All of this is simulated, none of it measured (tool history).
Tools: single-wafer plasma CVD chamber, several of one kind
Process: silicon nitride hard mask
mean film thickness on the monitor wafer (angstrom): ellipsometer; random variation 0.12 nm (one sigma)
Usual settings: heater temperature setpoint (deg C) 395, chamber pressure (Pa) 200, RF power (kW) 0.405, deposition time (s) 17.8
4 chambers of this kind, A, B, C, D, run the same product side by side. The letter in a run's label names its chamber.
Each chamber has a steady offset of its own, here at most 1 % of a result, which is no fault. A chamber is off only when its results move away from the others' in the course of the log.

run	hour	heater temperature setpoint (deg C)	chamber pressure (Pa)	RF power (kW)	deposition time (s)	read-back reference wafer on the same gauge, thickness_nm	mean film thickness on the monitor wafer (angstrom)
1C	4.8	395	200	0.405	17.8	26.407	242.53
2B	9.9	395	200	0.405	17.8	26.399	247.12
3A	14.5	395	200	0.405	17.8	26.378	243.36
4D	19.6	395	200	0.405	17.8	26.386	244.62
5C	24.4	395	200	0.445	17.8	26.399	255.4
6B	29.8	395	200	0.445	17.8	26.392	257.92
7A	32.7	395	200	0.445	17.8	26.392	257.31
8D	36	395	200	0.445	17.8	26.412	256.91
9A	42.4	395	200	0.405	17.8	26.365	242.77
10C	46.2	395	200	0.405	17.8	26.394	243.36
11D	52.1	395	200	0.405	17.8	26.421	244.39
12B	56.4	395	200	0.405	17.8	26.38	247.29
13C	61.8	395	200	0.405	17.8	26.385	244.81
14B	65.8	395	200	0.405	17.8	26.396	245.8
15A	69.9	395	200	0.405	17.8	26.401	243.46
16D	73.2	395	200	0.405	17.8	26.442	242.9
17A	78.4	409	200	0.34	17.8	26.413	217.55
18B	82.4	409	200	0.34	17.8	26.4	220.64
19D	87.1	409	200	0.34	17.8	26.41	215.48
20C	90	409	200	0.34	17.8	26.393	216.1
21A	93.9	395	200	0.405	17.8	26.41	241.77
22B	98.1	395	200	0.405	17.8	26.384	245.88
23C	102.7	395	200	0.405	17.8	26.413	243.56
24D	105.5	395	200	0.405	17.8	26.388	239.47
25D	109.1	395	200	0.405	17.8	26.393	240.44
26C	113.9	395	200	0.405	17.8	26.385	242.04
27B	120.1	395	200	0.405	17.8	26.402	244.29
28A	126.4	395	200	0.405	17.8	26.407	245.47
29C	130.6	395	200	0.405	17.8	26.444	242.49
30A	133.7	395	200	0.405	17.8	26.429	243.82
31D	140.3	395	200	0.405	17.8	26.385	237.64
32B	144.9	395	200	0.405	17.8	26.425	245.13
33C	149.6	395	200	0.405	17.8	26.409	242.73
34D	154.3	395	200	0.405	17.8	26.396	232.83

All 4 chambers run these settings next. Forecast each chamber's results:
35A	159.1	395	200	0.405	17.8		?
35B	159.1	395	200	0.405	17.8		?
35C	159.1	395	200	0.405	17.8		?
35D	159.1	395	200	0.405	17.8		?

run	mean film thickness on the monitor wafer (angstrom)
35A	243.11
35B	244.59
35C	244.11
35D	232.46

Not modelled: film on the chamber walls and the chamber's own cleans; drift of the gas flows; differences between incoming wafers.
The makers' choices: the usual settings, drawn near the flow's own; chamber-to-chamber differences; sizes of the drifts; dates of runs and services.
